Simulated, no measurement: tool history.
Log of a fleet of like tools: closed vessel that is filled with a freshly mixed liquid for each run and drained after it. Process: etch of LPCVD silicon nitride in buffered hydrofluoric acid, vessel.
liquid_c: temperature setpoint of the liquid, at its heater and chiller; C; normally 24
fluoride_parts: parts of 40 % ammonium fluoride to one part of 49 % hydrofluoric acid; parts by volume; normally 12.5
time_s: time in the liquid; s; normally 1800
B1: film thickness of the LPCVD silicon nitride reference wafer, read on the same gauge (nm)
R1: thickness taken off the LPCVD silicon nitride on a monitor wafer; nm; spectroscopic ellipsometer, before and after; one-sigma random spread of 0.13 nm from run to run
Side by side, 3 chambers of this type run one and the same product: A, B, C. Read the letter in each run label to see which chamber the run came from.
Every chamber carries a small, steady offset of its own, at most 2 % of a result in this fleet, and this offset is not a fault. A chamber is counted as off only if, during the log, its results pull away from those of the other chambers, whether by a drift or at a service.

{"run": "1B", "hour": 3.3, "liquid_c": 24, "fluoride_parts": 12.5, "time_s": 1800, "B1": 129.98, "R1": 21.421}
{"run": "2C", "hour": 6.9, "liquid_c": 24, "fluoride_parts": 12.5, "time_s": 1800, "B1": 130.01, "R1": 21.398}
{"run": "3A", "hour": 10.5, "liquid_c": 24, "fluoride_parts": 12.5, "time_s": 1800, "B1": 130.01, "R1": 21.267}
{"run": "4C", "hour": 16.9, "liquid_c": 24, "fluoride_parts": 12.5, "time_s": 1800, "B1": 129.99, "R1": 21.446}
{"run": "5A", "hour": 21.8, "liquid_c": 24, "fluoride_parts": 12.5, "time_s": 1800, "B1": 129.99, "R1": 21.131}
{"run": "6B", "hour": 25.1, "liquid_c": 24, "fluoride_parts": 12.5, "time_s": 1800, "B1": 130.02, "R1": 21.189}
{"run": "7C", "hour": 31.4, "liquid_c": 24, "fluoride_parts": 12.5, "time_s": 1800, "B1": 129.99, "R1": 21.494}
{"run": "8A", "hour": 38.3, "liquid_c": 24, "fluoride_parts": 12.5, "time_s": 1800, "B1": 130.03, "R1": 21.251}
{"run": "9B", "hour": 43.4, "liquid_c": 24, "fluoride_parts": 12.5, "time_s": 1800, "B1": 130.0, "R1": 21.454}
{"run": "10A", "hour": 50.1, "liquid_c": 24, "fluoride_parts": 12.5, "time_s": 1800, "B1": 130.0, "R1": 21.007}
{"run": "11C", "hour": 55.7, "liquid_c": 28, "fluoride_parts": 12.5, "time_s": 1800, "B1": 129.98, "R1": 26.762}
{"hour": 59.7, "done": "chamber A: hydrofluoric acid flow meter replaced"}
{"run": "12B", "hour": 59.7, "liquid_c": 28, "fluoride_parts": 12.5, "time_s": 1800, "B1": 130.0, "R1": 26.627}
{"run": "13A", "hour": 66.4, "liquid_c": 28, "fluoride_parts": 12.5, "time_s": 1800, "B1": 130.01, "R1": 25.752}
{"run": "14B", "hour": 70.2, "liquid_c": 24, "fluoride_parts": 10.0, "time_s": 1800, "B1": 130.03, "R1": 26.289}
{"run": "15C", "hour": 77.1, "liquid_c": 24, "fluoride_parts": 10.0, "time_s": 1800, "B1": 129.99, "R1": 26.536}
{"run": "16B", "hour": 82.1, "liquid_c": 24, "fluoride_parts": 10.0, "time_s": 1800, "B1": 130.0, "R1": 26.111}
{"run": "17C", "hour": 88.7, "liquid_c": 24, "fluoride_parts": 12.5, "time_s": 1800, "B1": 130.0, "R1": 21.304}
{"run": "18A", "hour": 95.2, "liquid_c": 24, "fluoride_parts": 12.5, "time_s": 1800, "B1": 129.97, "R1": 20.351}
{"run": "19B", "hour": 101.8, "liquid_c": 24, "fluoride_parts": 12.5, "time_s": 1800, "B1": 130.01, "R1": 21.511}
{"run": "20A", "hour": 107.9, "liquid_c": 24, "fluoride_parts": 12.5, "time_s": 1800, "B1": 130.02, "R1": 20.081}
{"run": "21C", "hour": 114.0, "liquid_c": 24, "fluoride_parts": 12.5, "time_s": 1800, "B1": 129.98, "R1": 21.431}
{"run": "22B", "hour": 119.8, "liquid_c": 24, "fluoride_parts": 12.5, "time_s": 1800, "B1": 130.0, "R1": 21.209}
{"run": "23A", "hour": 125.9, "liquid_c": 24, "fluoride_parts": 14.5, "time_s": 1330, "B1": 129.96, "R1": 12.824}
{"run": "24C", "hour": 131.1, "liquid_c": 24, "fluoride_parts": 14.5, "time_s": 1330, "B1": 129.98, "R1": 13.717}
{"run": "25C", "hour": 134.4, "liquid_c": 24, "fluoride_parts": 14.5, "time_s": 1330, "B1": 129.99, "R1": 13.692}

Decide between three cases: one chamber stands off from its peers, the gauge reading all wafers drifts, or nothing is wrong past each chamber's small offset. Where a chamber is off, say which and what most likely put it there.

One chamber, A, drifts off from the rest bit by bit.
What lies behind it: liquid colder than its thermometer reads (K) = 1.41.

Below are 4 candidate recipes for chamber A's next run, each the usual settings with a change, their results shown as question marks. Which of them brings A's results back in line with what the other chambers give on the usual settings?
To be in line, a result may differ from the other chambers' mean on the usual settings by at most: R1 0.470 nm
{"run": "26A-1", "hour": 139.8, "liquid_c": 24.0, "fluoride_parts": 11.5, "time_s": 1800, "R1": "?"}
{"run": "26A-2", "hour": 139.8, "liquid_c": 23.5, "fluoride_parts": 12.5, "time_s": 1540, "R1": "?"}
{"run": "26A-3", "hour": 139.8, "liquid_c": 25.0, "fluoride_parts": 11.0, "time_s": 1800, "R1": "?"}
{"run": "26A-4", "hour": 139.8, "liquid_c": 24.0, "fluoride_parts": 12.5, "time_s": 1645, "R1": "?"}

The mean the other chambers reach with the usual settings: R1 21.410 nm
run=26A-1 R1=21.259
run=26A-2 R1=16.318
run=26A-3 R1=23.451
run=26A-4 R1=17.928
It is 26A-1 that realigns the chamber with its peers.

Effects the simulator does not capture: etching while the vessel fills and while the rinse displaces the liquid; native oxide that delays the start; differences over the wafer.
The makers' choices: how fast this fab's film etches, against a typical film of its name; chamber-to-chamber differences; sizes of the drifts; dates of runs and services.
